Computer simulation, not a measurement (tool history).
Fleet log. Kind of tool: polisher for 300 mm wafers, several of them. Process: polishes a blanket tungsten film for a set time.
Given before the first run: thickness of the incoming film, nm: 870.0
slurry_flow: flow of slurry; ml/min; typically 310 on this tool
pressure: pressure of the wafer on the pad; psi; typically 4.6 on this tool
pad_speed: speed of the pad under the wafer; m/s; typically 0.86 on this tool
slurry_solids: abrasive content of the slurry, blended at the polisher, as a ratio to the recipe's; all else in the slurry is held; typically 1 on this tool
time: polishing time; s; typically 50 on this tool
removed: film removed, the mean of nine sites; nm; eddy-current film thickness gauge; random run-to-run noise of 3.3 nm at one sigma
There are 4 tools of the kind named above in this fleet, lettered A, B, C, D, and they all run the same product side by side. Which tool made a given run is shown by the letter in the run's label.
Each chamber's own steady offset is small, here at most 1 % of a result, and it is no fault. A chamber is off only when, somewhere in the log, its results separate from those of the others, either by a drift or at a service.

| run | day | slurry_flow | pressure | pad_speed | slurry_solids | time | wafers polished on this pad | hours since the slurry nozzle was cleaned | hours since the head pressure was calibrated | hours since the slurry blender was calibrated | hours since the slurry got fresh peroxide | removed |
|---|---|---|---|---|---|---|---|---|---|---|---|---|
|  | 0.275 | chamber C: slurry blender recalibrated |
|  | 0.404 | chamber A: slurry nozzle cleaned |
|  | 0.592 | chamber B: worn pad replaced by a new one |
|  | 0.6 | chamber B: slurry blender recalibrated |
| 1A | 0.604 | 310 | 4.6 | 0.86 | 1 | 50 | 589 | 4.8 | 285.2 | 40.7 | 37.9 | 221.55 |
| 2B | 1.158 | 310 | 4.6 | 0.86 | 1 | 50 | 150 | 356.6 | 356 | 13.4 | 149.8 | 220.9 |
| 3C | 1.458 | 310 | 4.6 | 0.86 | 1 | 50 | 746 | 320.6 | 1311.1 | 28.5 | 49.4 | 223.61 |
|  | 1.812 | chamber D: worn pad replaced by a new one |
| 4D | 2 | 310 | 4.6 | 0.86 | 1 | 50 | 49 | 285.9 | 692.5 | 159.5 | 146.9 | 223.42 |
|  | 2.05 | chamber B: slurry tank refilled with fresh slurry and peroxide |
|  | 2.35 | chamber C: worn pad replaced by a new one |
| 5A | 2.358 | 310 | 4.6 | 0.86 | 1 | 50 | 1054 | 46.9 | 327.3 | 82.8 | 80 | 217.88 |
|  | 2.454 | chamber A: slurry tank refilled with fresh slurry and peroxide |
|  | 2.592 | chamber A: worn pad replaced by a new one |
| 6C | 2.85 | 310 | 4.6 | 0.86 | 1 | 50 | 133 | 354 | 1344.5 | 61.9 | 82.8 | 220.52 |
|  | 3.017 | chamber A: slurry blender recalibrated |
| 7D | 3.479 | 310 | 4.6 | 0.86 | 1 | 50 | 441 | 321.4 | 728 | 195 | 182.4 | 221.72 |
|  | 3.812 | chamber B: worn pad replaced by a new one |
| 8B | 3.908 | 310 | 4.6 | 0.86 | 1 | 50 | 26 | 422.6 | 422 | 79.4 | 44.7 | 221.21 |
| 9D | 4.267 | 215 | 4 | 0.86 | 1 | 50 | 650 | 340.3 | 746.9 | 213.9 | 201.3 | 187.73 |
| 10B | 4.796 | 215 | 4 | 0.86 | 1 | 50 | 261 | 443.9 | 443.3 | 100.7 | 66 | 184.43 |
| 11C | 5.304 | 215 | 4 | 0.86 | 1 | 50 | 783 | 412.9 | 1403.4 | 120.8 | 141.7 | 183.47 |
|  | 5.312 | chamber D: worn pad replaced by a new one |
|  | 5.667 | chamber C: worn pad replaced by a new one |
| 12A | 5.733 | 215 | 4 | 0.86 | 1 | 50 | 833 | 127.9 | 408.3 | 65.2 | 78.7 | 189.22 |
| 13D | 6.162 | 310 | 4.6 | 0.86 | 1 | 50 | 225 | 385.8 | 792.4 | 259.4 | 246.8 | 225.21 |
|  | 6.221 | chamber B: slurry blender recalibrated |
|  | 6.5 | chamber A: slurry tank refilled with fresh slurry and peroxide |
|  | 6.529 | chamber A: worn pad replaced by a new one |
| 14C | 6.529 | 310 | 4.6 | 0.86 | 1 | 50 | 229 | 442.3 | 1432.8 | 150.2 | 171.1 | 223.64 |
|  | 6.571 | chamber D: head pressure recalibrated |
| 15B | 6.812 | 310 | 4.6 | 0.86 | 1 | 50 | 795 | 492.3 | 491.7 | 14.3 | 114.4 | 220.25 |
| 16A | 7.212 | 310 | 4.6 | 0.86 | 1 | 50 | 181 | 163.4 | 443.8 | 100.7 | 17.1 | 225.06 |
|  | 7.238 | chamber C: head pressure recalibrated |
|  | 7.312 | chamber B: worn pad replaced by a new one |
|  | 7.362 | chamber A: slurry blender recalibrated |
| 17B | 7.771 | 310 | 4.6 | 0.86 | 1 | 50 | 122 | 515.3 | 514.7 | 37.3 | 137.4 | 220.45 |
|  | 7.971 | chamber C: slurry tank refilled with fresh slurry and peroxide |
| 18A | 8.371 | 310 | 4.6 | 0.86 | 1 | 50 | 488 | 191.2 | 471.6 | 24.3 | 44.9 | 221.18 |
|  | 8.588 | chamber B: slurry tank refilled with fresh slurry and peroxide |
| 19C | 8.662 | 310 | 4.6 | 0.86 | 1 | 50 | 794 | 493.5 | 34.3 | 201.4 | 16.6 | 222.23 |
|  | 8.879 | chamber C: slurry blender recalibrated |
|  | 8.904 | chamber D: worn pad replaced by a new one |
| 20D | 9.033 | 310 | 4.6 | 0.86 | 1 | 50 | 34 | 454.7 | 59.2 | 328.3 | 315.7 | 216.24 |
|  | 9.079 | chamber C: worn pad replaced by a new one |
| 21D | 9.508 | 310 | 4.6 | 0.86 | 1 | 50 | 160 | 466.1 | 70.6 | 339.7 | 327.1 | 221.89 |
|  | 9.842 | chamber B: slurry nozzle cleaned |
| 22A | 10.046 | 310 | 4.6 | 0.86 | 1 | 50 | 932 | 231.4 | 511.8 | 64.5 | 85.1 | 222.71 |
|  | 10.35 | chamber A: worn pad replaced by a new one |
|  | 10.521 | chamber C: slurry nozzle cleaned |
|  | 10.55 | chamber A: slurry tank refilled with fresh slurry and peroxide |
| 23C | 10.642 | 310 | 4.6 | 0.86 | 1 | 50 | 414 | 2.9 | 81.8 | 42.3 | 64.1 | 219.07 |
| 24B | 11.054 | 310 | 4.6 | 0.86 | 1.15 | 50 | 991 | 29.2 | 593.5 | 116.1 | 59.2 | 231.49 |
|  | 11.433 | chamber B: worn pad replaced by a new one |
|  | 11.588 | chamber B: slurry blender recalibrated |
| 25A | 11.596 | 310 | 4.6 | 0.86 | 1.15 | 50 | 330 | 268.6 | 549 | 101.7 | 25.2 | 232.05 |
|  | 12.042 | chamber A: slurry blender recalibrated |
| 26C | 12.171 | 310 | 4.6 | 0.86 | 1.15 | 50 | 819 | 39.6 | 118.5 | 79 | 100.8 | 228.22 |
| 27D | 12.633 | 310 | 4.6 | 0.86 | 1.15 | 50 | 988 | 541.1 | 145.6 | 414.7 | 402.1 | 217.13 |
|  | 12.692 | chamber C: worn pad replaced by a new one |
|  | 13.096 | chamber D: worn pad replaced by a new one |
| 28B | 13.179 | 310 | 4.6 | 0.74 | 1 | 50 | 462 | 80.2 | 644.5 | 38.3 | 110.2 | 192.68 |
|  | 13.654 | chamber A: worn pad replaced by a new one |
| 29D | 13.675 | 310 | 4.6 | 0.74 | 1 | 50 | 153 | 566.1 | 170.6 | 439.7 | 427.1 | 177.33 |
|  | 13.979 | chamber D: slurry blender recalibrated |
| 30C | 14.092 | 310 | 4.6 | 0.74 | 1 | 50 | 371 | 85.7 | 164.6 | 125.1 | 146.9 | 186.16 |
| 31B | 14.512 | 310 | 4.6 | 0.74 | 1 | 50 | 816 | 112.2 | 676.5 | 70.3 | 142.2 | 193.37 |
|  | 14.6 | chamber A: slurry tank refilled with fresh slurry and peroxide |
|  | 14.733 | chamber B: worn pad replaced by a new one |
| 32A | 14.821 | 310 | 4.6 | 0.86 | 1 | 50 | 309 | 346 | 626.4 | 66.8 | 5.3 | 222.13 |
| 33B | 15.117 | 310 | 4.6 | 0.86 | 1 | 50 | 102 | 126.7 | 691 | 84.8 | 156.7 | 224.76 |
| 34C | 15.504 | 310 | 4.6 | 0.86 | 1.1 | 50 | 745 | 119.6 | 198.5 | 159 | 180.8 | 226.46 |
|  | 15.525 | chamber B: head pressure recalibrated |
| 35D | 15.938 | 310 | 4.6 | 0.86 | 1.1 | 50 | 752 | 620.4 | 224.9 | 47 | 481.4 | 209.68 |
|  | 16.283 | chamber B: slurry tank refilled with fresh slurry and peroxide |
|  | 16.329 | chamber D: worn pad replaced by a new one |
|  | 16.342 | chamber A: slurry blender recalibrated |
|  | 16.35 | chamber C: slurry tank refilled with fresh slurry and peroxide |
| 36A | 16.429 | 310 | 4.6 | 0.86 | 1.1 | 50 | 735 | 384.6 | 665 | 2.2 | 43.9 | 226.02 |
| 37B | 16.746 | 310 | 4.6 | 0.86 | 1.1 | 50 | 533 | 165.8 | 29.4 | 123.9 | 11.2 | 221.19 |
|  | 16.788 | chamber C: worn pad replaced by a new one |
| 38A | 17.046 | 310 | 4.6 | 0.86 | 1 | 50 | 898 | 399.4 | 679.8 | 17 | 58.7 | 220.43 |
|  | 17.258 | chamber A: worn pad replaced by a new one |
|  | 17.271 | chamber C: slurry blender recalibrated |
| 39C | 17.479 | 310 | 4.6 | 0.86 | 1 | 50 | 183 | 167 | 245.9 | 5.1 | 27.2 | 216.82 |
| 40D | 17.808 | 310 | 4.6 | 0.86 | 1.1 | 35 | 392 | 665.3 | 269.8 | 91.9 | 526.3 | 139.25 |
| 41A | 18.133 | 310 | 4.6 | 0.86 | 1.1 | 35 | 231 | 425.5 | 705.9 | 43.1 | 84.8 | 156.93 |
| 42D | 18.608 | 310 | 4.6 | 0.86 | 1.1 | 35 | 604 | 684.5 | 289 | 111.1 | 545.5 | 135.67 |

Is one chamber off against the others, does the gauge drift, or is nothing wrong? If a chamber is off, say which, and what the likeliest cause is.

Little by little, chamber D moves away from the other chambers.
What lies behind it: peroxide lost from the slurry, % = 32.6.
The log may not tell that from: head's pressure below its setpoint, %.

Chamber D could run next with any of the 4 candidate recipes listed below; each alters the usual settings, and their results appear as question marks. Which one brings its results back in line with what the other chambers deliver on the usual settings?
In line means no further than this from the other chambers' mean on the usual settings: removed 12 nm
| 43D-1 | 19.062 | 310 | 4.6 | 0.86 | 1 | 48 |  |  |  |  |  | ? |
| 43D-2 | 19.062 | 310 | 5 | 0.94 | 1 | 50 |  |  |  |  |  | ? |
| 43D-3 | 19.062 | 465 | 4.6 | 0.86 | 1 | 50 |  |  |  |  |  | ? |
| 43D-4 | 19.062 | 305 | 4.6 | 0.86 | 1 | 43 |  |  |  |  |  | ? |

Mean of the other chambers on the usual settings: removed 221.41 nm
| run | removed |
|---|---|
| 43D-1 | 180.51 |
| 43D-2 | 223.45 |
| 43D-3 | 193.49 |
| 43D-4 | 161.48 |
43D-2 puts the chamber back in line with the other chambers.

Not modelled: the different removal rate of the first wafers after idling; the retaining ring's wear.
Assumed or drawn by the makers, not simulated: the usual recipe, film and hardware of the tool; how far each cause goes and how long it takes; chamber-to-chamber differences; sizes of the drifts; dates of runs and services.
